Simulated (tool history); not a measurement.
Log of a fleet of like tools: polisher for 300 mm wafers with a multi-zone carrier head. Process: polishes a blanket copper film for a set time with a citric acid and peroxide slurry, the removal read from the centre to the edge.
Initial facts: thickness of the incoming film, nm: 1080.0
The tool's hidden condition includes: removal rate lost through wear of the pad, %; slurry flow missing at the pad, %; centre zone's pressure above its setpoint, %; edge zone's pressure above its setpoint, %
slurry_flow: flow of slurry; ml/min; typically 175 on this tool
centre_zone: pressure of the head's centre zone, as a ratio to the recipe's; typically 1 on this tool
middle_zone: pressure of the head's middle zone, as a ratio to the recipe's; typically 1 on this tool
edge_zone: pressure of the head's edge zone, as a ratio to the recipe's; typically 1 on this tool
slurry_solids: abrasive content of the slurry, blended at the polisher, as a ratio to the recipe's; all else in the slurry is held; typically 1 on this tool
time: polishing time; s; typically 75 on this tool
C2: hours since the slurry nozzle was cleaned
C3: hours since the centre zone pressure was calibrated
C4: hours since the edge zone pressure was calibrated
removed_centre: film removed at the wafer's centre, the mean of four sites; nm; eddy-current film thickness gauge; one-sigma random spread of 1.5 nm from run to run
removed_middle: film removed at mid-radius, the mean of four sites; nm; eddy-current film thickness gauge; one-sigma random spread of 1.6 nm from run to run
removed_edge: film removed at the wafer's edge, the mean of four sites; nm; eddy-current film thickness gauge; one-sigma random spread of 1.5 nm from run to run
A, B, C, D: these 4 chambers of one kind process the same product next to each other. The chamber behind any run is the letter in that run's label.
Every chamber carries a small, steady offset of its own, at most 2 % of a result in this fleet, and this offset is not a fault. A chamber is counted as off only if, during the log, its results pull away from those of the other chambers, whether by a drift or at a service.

-- hour=2.6 chamber C: worn pad replaced by a new one
run 1D hour=4 | slurry_flow=175 centre_zone=1 middle_zone=1 edge_zone=1 slurry_solids=1 time=75 | wafers_polished_on_this_pad=581 C2=391.2 C3=462.1 C4=736 | removed_centre=113.36 removed_middle=112.25 removed_edge=109.7
-- hour=5.1 chamber B: edge zone pressure recalibrated
run 2A hour=11.2 | slurry_flow=175 centre_zone=1 middle_zone=1 edge_zone=1 slurry_solids=1 time=75 | wafers_polished_on_this_pad=406 C2=277.7 C3=134.7 C4=429 | removed_centre=113.82 removed_middle=112.6 removed_edge=112.3
run 3C hour=19 | slurry_flow=175 centre_zone=1 middle_zone=1 edge_zone=1 slurry_solids=1 time=75 | wafers_polished_on_this_pad=215 C2=140.6 C3=256.6 C4=216.4 | removed_centre=113.29 removed_middle=110.79 removed_edge=112.34
-- hour=23.9 chamber B: worn pad replaced by a new one
run 4B hour=26 | slurry_flow=175 centre_zone=1 middle_zone=1 edge_zone=1 slurry_solids=1 time=75 | wafers_polished_on_this_pad=28 C2=271.6 C3=1082.7 C4=21 | removed_centre=114.05 removed_middle=107.76 removed_edge=109.74
-- hour=26.6 chamber D: edge zone pressure recalibrated
-- hour=28.6 chamber D: worn pad replaced by a new one
run 5D hour=30.2 | slurry_flow=175 centre_zone=1 middle_zone=1 edge_zone=1 slurry_solids=1 time=75 | wafers_polished_on_this_pad=21 C2=417.4 C3=488.3 C4=3.7 | removed_centre=112.69 removed_middle=109.87 removed_edge=111.6
run 6C hour=36.9 | slurry_flow=175 centre_zone=1 middle_zone=1 edge_zone=1 slurry_solids=1 time=75 | wafers_polished_on_this_pad=450 C2=158.5 C3=274.5 C4=234.3 | removed_centre=110.88 removed_middle=110.47 removed_edge=113.42
run 7B hour=42.7 | slurry_flow=175 centre_zone=1 middle_zone=1 edge_zone=1 slurry_solids=1 time=75 | wafers_polished_on_this_pad=246 C2=288.3 C3=1099.4 C4=37.7 | removed_centre=112.76 removed_middle=111.35 removed_edge=109.2
run 8A hour=48.2 | slurry_flow=175 centre_zone=1 middle_zone=1 edge_zone=1 slurry_solids=1 time=75 | wafers_polished_on_this_pad=890 C2=314.7 C3=171.7 C4=466 | removed_centre=113.34 removed_middle=109.52 removed_edge=112.8
-- hour=50 chamber C: worn pad replaced by a new one
run 9D hour=52.3 | slurry_flow=175 centre_zone=1 middle_zone=1 edge_zone=1 slurry_solids=1.1 time=75 | wafers_polished_on_this_pad=310 C2=439.5 C3=510.4 C4=25.8 | removed_centre=115.69 removed_middle=114.14 removed_edge=111.29
run 10C hour=58.1 | slurry_flow=175 centre_zone=1 middle_zone=1 edge_zone=1 slurry_solids=1.1 time=75 | wafers_polished_on_this_pad=106 C2=179.7 C3=295.7 C4=255.5 | removed_centre=114.77 removed_middle=112.11 removed_edge=116.27
run 11A hour=65.2 | slurry_flow=175 centre_zone=1 middle_zone=1 edge_zone=1 slurry_solids=1.1 time=75 | wafers_polished_on_this_pad=1113 C2=331.7 C3=188.7 C4=483 | removed_centre=115.63 removed_middle=115.19 removed_edge=114.13
run 12B hour=70.5 | slurry_flow=175 centre_zone=1 middle_zone=1 edge_zone=1 slurry_solids=1.1 time=75 | wafers_polished_on_this_pad=610 C2=316.1 C3=1127.2 C4=65.5 | removed_centre=112.76 removed_middle=114.58 removed_edge=113.68
run 13A hour=76.3 | slurry_flow=175 centre_zone=1 middle_zone=1 edge_zone=1 slurry_solids=1 time=75 | wafers_polished_on_this_pad=1258 C2=342.8 C3=199.8 C4=494.1 | removed_centre=113.9 removed_middle=110.04 removed_edge=112.93
run 14C hour=79.9 | slurry_flow=175 centre_zone=1 middle_zone=1 edge_zone=1 slurry_solids=1 time=75 | wafers_polished_on_this_pad=392 C2=201.5 C3=317.5 C4=277.3 | removed_centre=110.39 removed_middle=110.25 removed_edge=113.04
run 15B hour=87.3 | slurry_flow=175 centre_zone=1 middle_zone=1 edge_zone=1 slurry_solids=1 time=75 | wafers_polished_on_this_pad=830 C2=332.9 C3=1144 C4=82.3 | removed_centre=108.95 removed_middle=112.05 removed_edge=111.77
-- hour=90.8 chamber C: worn pad replaced by a new one
run 16D hour=91.4 | slurry_flow=175 centre_zone=1 middle_zone=1 edge_zone=1 slurry_solids=1 time=75 | wafers_polished_on_this_pad=822 C2=478.6 C3=549.5 C4=64.9 | removed_centre=110.73 removed_middle=112.26 removed_edge=109.71
run 17C hour=97.2 | slurry_flow=175 centre_zone=1 middle_zone=1 edge_zone=1 slurry_solids=1 time=75 | wafers_polished_on_this_pad=84 C2=218.8 C3=334.8 C4=294.6 | removed_centre=112.85 removed_middle=110.31 removed_edge=111.29
-- hour=100.3 chamber A: edge zone pressure recalibrated
run 18D hour=101.2 | slurry_flow=175 centre_zone=1 middle_zone=1 edge_zone=0.91 slurry_solids=1 time=75 | wafers_polished_on_this_pad=950 C2=488.4 C3=559.3 C4=74.7 | removed_centre=113.65 removed_middle=113.47 removed_edge=106.96
-- hour=101.5 chamber D: worn pad replaced by a new one
run 19A hour=107 | slurry_flow=175 centre_zone=1 middle_zone=1 edge_zone=0.91 slurry_solids=1 time=75 | wafers_polished_on_this_pad=1660 C2=373.5 C3=230.5 C4=6.7 | removed_centre=110.47 removed_middle=108.49 removed_edge=103.72
-- hour=113.6 chamber B: worn pad replaced by a new one
run 20B hour=113.8 | slurry_flow=175 centre_zone=1 middle_zone=1 edge_zone=0.91 slurry_solids=1 time=75 | wafers_polished_on_this_pad=2 C2=359.4 C3=1170.5 C4=108.8 | removed_centre=113.85 removed_middle=113.56 removed_edge=109.77
-- hour=117.3 chamber D: slurry nozzle cleaned
run 21D hour=120.4 | slurry_flow=175 centre_zone=1 middle_zone=1 edge_zone=0.91 slurry_solids=1 time=75 | wafers_polished_on_this_pad=247 C2=3.1 C3=578.5 C4=93.9 | removed_centre=114.81 removed_middle=112.03 removed_edge=104.71
run 22A hour=127.8 | slurry_flow=175 centre_zone=1 middle_zone=1 edge_zone=1 slurry_solids=1 time=75 | wafers_polished_on_this_pad=1932 C2=394.3 C3=251.3 C4=27.5 | removed_centre=106.05 removed_middle=108.4 removed_edge=108.64
run 23B hour=131.6 | slurry_flow=175 centre_zone=1 middle_zone=1 edge_zone=1 slurry_solids=1 time=75 | wafers_polished_on_this_pad=235 C2=377.2 C3=1188.3 C4=126.6 | removed_centre=111.64 removed_middle=110.35 removed_edge=111.88
-- hour=136.2 chamber C: worn pad replaced by a new one
run 24C hour=137.2 | slurry_flow=175 centre_zone=1 middle_zone=1 edge_zone=1 slurry_solids=1 time=75 | wafers_polished_on_this_pad=13 C2=258.8 C3=374.8 C4=334.6 | removed_centre=109.29 removed_middle=110.28 removed_edge=112.28
run 25A hour=141 | slurry_flow=175 centre_zone=1 middle_zone=1 edge_zone=1 slurry_solids=1 time=75 | wafers_polished_on_this_pad=2105 C2=407.5 C3=264.5 C4=40.7 | removed_centre=106.74 removed_middle=106.28 removed_edge=105.5
run 26C hour=146.8 | slurry_flow=175 centre_zone=1 middle_zone=1 edge_zone=1 slurry_solids=1 time=75 | wafers_polished_on_this_pad=139 C2=268.4 C3=384.4 C4=344.2 | removed_centre=111.61 removed_middle=110.79 removed_edge=110.45
run 27D hour=152.9 | slurry_flow=175 centre_zone=1 middle_zone=1 edge_zone=1 slurry_solids=1 time=75 | wafers_polished_on_this_pad=673 C2=35.6 C3=611 C4=126.4 | removed_centre=112.62 removed_middle=111.06 removed_edge=109.14
run 28B hour=160 | slurry_flow=175 centre_zone=1 middle_zone=1 edge_zone=1 slurry_solids=1 time=75 | wafers_polished_on_this_pad=607 C2=405.6 C3=1216.7 C4=155 | removed_centre=111.41 removed_middle=112.44 removed_edge=111.58
-- hour=162.5 chamber D: worn pad replaced by a new one
run 29D hour=166.4 | slurry_flow=175 centre_zone=1 middle_zone=1 edge_zone=1 slurry_solids=1 time=75 | wafers_polished_on_this_pad=51 C2=49.1 C3=624.5 C4=139.9 | removed_centre=112.45 removed_middle=111.88 removed_edge=111.15
run 30B hour=172.5 | slurry_flow=175 centre_zone=1 middle_zone=1 edge_zone=1 slurry_solids=1 time=75 | wafers_polished_on_this_pad=771 C2=418.1 C3=1229.2 C4=167.5 | removed_centre=111.27 removed_middle=109.34 removed_edge=110.71
-- hour=173.2 chamber C: edge zone pressure recalibrated
-- hour=174.3 chamber C: slurry nozzle cleaned
run 31C hour=178 | slurry_flow=175 centre_zone=1 middle_zone=1 edge_zone=1 slurry_solids=1 time=75 | wafers_polished_on_this_pad=547 C2=3.7 C3=415.6 C4=4.8 | removed_centre=110.82 removed_middle=110.6 removed_edge=110.66
-- hour=183.2 chamber C: worn pad replaced by a new one
run 32A hour=183.3 | slurry_flow=175 centre_zone=1 middle_zone=1 edge_zone=1 slurry_solids=1 time=75 | wafers_polished_on_this_pad=2658 C2=449.8 C3=306.8 C4=83 | removed_centre=104.52 removed_middle=101.16 removed_edge=102.33
run 33B hour=189.6 | slurry_flow=155 centre_zone=1 middle_zone=1 edge_zone=1.1 slurry_solids=1 time=75 | wafers_polished_on_this_pad=994 C2=435.2 C3=1246.3 C4=184.6 | removed_centre=110.65 removed_middle=107.81 removed_edge=114.1
run 34C hour=194.1 | slurry_flow=155 centre_zone=1 middle_zone=1 edge_zone=1.1 slurry_solids=1 time=75 | wafers_polished_on_this_pad=143 C2=19.8 C3=431.7 C4=20.9 | removed_centre=106.78 removed_middle=108.29 removed_edge=118.57
run 35A hour=201.6 | slurry_flow=155 centre_zone=1 middle_zone=1 edge_zone=1.1 slurry_solids=1 time=75 | wafers_polished_on_this_pad=2898 C2=468.1 C3=325.1 C4=101.3 | removed_centre=98.538 removed_middle=98.169 removed_edge=106.2
-- hour=207.1 chamber A: slurry nozzle cleaned
run 36D hour=207.2 | slurry_flow=155 centre_zone=1 middle_zone=1 edge_zone=1.1 slurry_solids=1 time=75 | wafers_polished_on_this_pad=585 C2=89.9 C3=665.3 C4=180.7 | removed_centre=110.15 removed_middle=109.57 removed_edge=115.12
run 37A hour=213.2 | slurry_flow=175 centre_zone=1 middle_zone=1 edge_zone=1 slurry_solids=1 time=75 | wafers_polished_on_this_pad=3050 C2=6.2 C3=336.7 C4=112.9 | removed_centre=99.87 removed_middle=98.489 removed_edge=100.46
-- hour=217.5 chamber C: centre zone pressure recalibrated
run 38C hour=219.7 | slurry_flow=175 centre_zone=1 middle_zone=1 edge_zone=1 slurry_solids=1 time=75 | wafers_polished_on_this_pad=478 C2=45.4 C3=2.2 C4=46.5 | removed_centre=113.88 removed_middle=110.92 removed_edge=112.14

The same settings go to every chamber for the next run, one line per chamber below. Forecast the results for each:
run 39A hour=225.4 | slurry_flow=175 centre_zone=1 middle_zone=1 edge_zone=1 slurry_solids=1 time=75 | removed_centre=? removed_middle=? removed_edge=?
run 39B hour=225.4 | slurry_flow=175 centre_zone=1 middle_zone=1 edge_zone=1 slurry_solids=1 time=75 | removed_centre=? removed_middle=? removed_edge=?
run 39C hour=225.4 | slurry_flow=175 centre_zone=1 middle_zone=1 edge_zone=1 slurry_solids=1 time=75 | removed_centre=? removed_middle=? removed_edge=?
run 39D hour=225.4 | slurry_flow=175 centre_zone=1 middle_zone=1 edge_zone=1 slurry_solids=1 time=75 | removed_centre=? removed_middle=? removed_edge=?

run=39A removed_centre=101.62 removed_middle=98.985 removed_edge=101.38
run=39B removed_centre=111.43 removed_middle=112.23 removed_edge=112.14
run=39C removed_centre=112.29 removed_middle=110.51 removed_edge=114.71
run=39D removed_centre=110.92 removed_middle=112.5 removed_edge=115.06
